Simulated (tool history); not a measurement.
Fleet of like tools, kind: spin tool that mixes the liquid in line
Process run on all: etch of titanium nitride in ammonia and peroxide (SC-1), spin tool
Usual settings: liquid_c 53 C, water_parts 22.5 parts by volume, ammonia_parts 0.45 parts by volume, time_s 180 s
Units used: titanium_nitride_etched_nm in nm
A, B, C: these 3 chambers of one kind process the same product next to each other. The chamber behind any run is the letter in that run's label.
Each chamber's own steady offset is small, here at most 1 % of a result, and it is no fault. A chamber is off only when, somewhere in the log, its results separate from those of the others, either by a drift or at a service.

run   hour  liquid_c  water_parts  ammonia_parts  time_s  read-back film thickness of the titanium nitride reference wafer, read on the same gauge (nm)  titanium_nitride_etched_nm
 1C    4.7        53         22.5           0.45     180                                                                                         49.994                      5.4493
 2A   10.5        53         22.5           0.45     180                                                                                         50.009                      5.4168
 3B   18.1        53         22.5           0.45     180                                                                                         49.997                      5.4488
 4C   24.0        53         22.5           0.45     180                                                                                         50.022                      5.5039
 5A   31.5        53         22.5           0.45     180                                                                                         50.003                      5.4232
 6B   39.6        53         22.5           0.45     180                                                                                         50.008                      5.4850
 7A   47.6        53         22.5           0.45     180                                                                                         50.019                      5.4497
 8C   56.4        53         22.5           0.45     180                                                                                         50.007                      5.4041
 9B   65.0        53         22.5           0.45     180                                                                                         50.031                      5.4903
10C   70.2        53         16.5           0.45     180                                                                                         50.001                      6.5265
11B   78.1        53         16.5           0.45     180                                                                                         50.005                      6.4907
      81.9  -- chamber C: heated supply line repaired
12A   82.9        53         16.5           0.45     180                                                                                         49.967                      6.5435
13C   89.5        53         22.5           0.45     180                                                                                         49.984                      5.5546
14A   95.8        53         22.5           0.45     180                                                                                         49.974                      5.3898
15B  104.9        53         22.5           0.45     180                                                                                         49.995                      5.3562
16A  111.6        53         22.5           0.45     180                                                                                         49.990                      5.3944
17C  116.8        53         22.5           0.45     180                                                                                         49.991                      5.5145
18B  121.1        53         22.5           0.45     180                                                                                         50.001                      5.3669
19C  130.1        53         22.5           0.45     180                                                                                         50.025                      5.4751
20A  139.2        53         22.5           0.45     180                                                                                         50.008                      5.4218
21B  143.3        53         22.5           0.45     225                                                                                         49.990                      6.7015
22C  148.4        53         22.5           0.45     225                                                                                         49.992                      6.9473
23B  156.6        53         22.5           0.45     225                                                                                         49.994                      6.5810
24A  162.2        53         22.5           0.45     180                                                                                         49.986                      5.4040
25B  170.9        53         22.5           0.55     110                                                                                         49.992                      3.3823
26A  179.3        53         22.5           0.55     110                                                                                         50.011                      3.4293
27C  187.2        53         22.5           0.55     110                                                                                         50.004                      3.5510
28B  195.6        53         22.5           0.60     180                                                                                         50.010                      5.5198
29C  202.5        53         22.5           0.60     180                                                                                         49.992                      5.8200
30A  211.1        53         22.5           0.60     180                                                                                         50.012                      5.6547
     216.1  -- chamber C: ammonia flow meter replaced
31B  219.4        53         22.5           0.45     180                                                                                         50.011                      5.1729
32A  224.2        53         22.5           0.45     180                                                                                         50.007                      5.4261
33C  232.7        53         22.5           0.60     180                                                                                         50.009                      5.7983
34A  237.6        53         22.5           0.60     180                                                                                         50.009                      5.7622
35B  245.2        53         22.5           0.60     180                                                                                         50.003                      5.4196
36C  253.4        53         32.5           0.45     180                                                                                         49.991                      4.5315
37A  260.7        53         32.5           0.45     180                                                                                         49.995                      4.4888
38B  269.9        53         32.5           0.45     180                                                                                         49.989                      4.1678
39C  277.5        53         22.5           0.45     180                                                                                         50.006                      5.5066
40C  284.5        53         22.5           0.45     180                                                                                         50.023                      5.5104
41A  289.7        53         22.5           0.45     180                                                                                         50.001                      5.4097

Next, every chamber runs the same settings. What will each give?
42A  296.4        53         22.5           0.25     180                                                                                                                          ?
42B  296.4        53         22.5           0.25     180                                                                                                                          ?
42C  296.4        53         22.5           0.25     180                                                                                                                          ?

run  titanium_nitride_etched_nm
42A                      4.8457
42B                      4.5840
42C                      4.8751
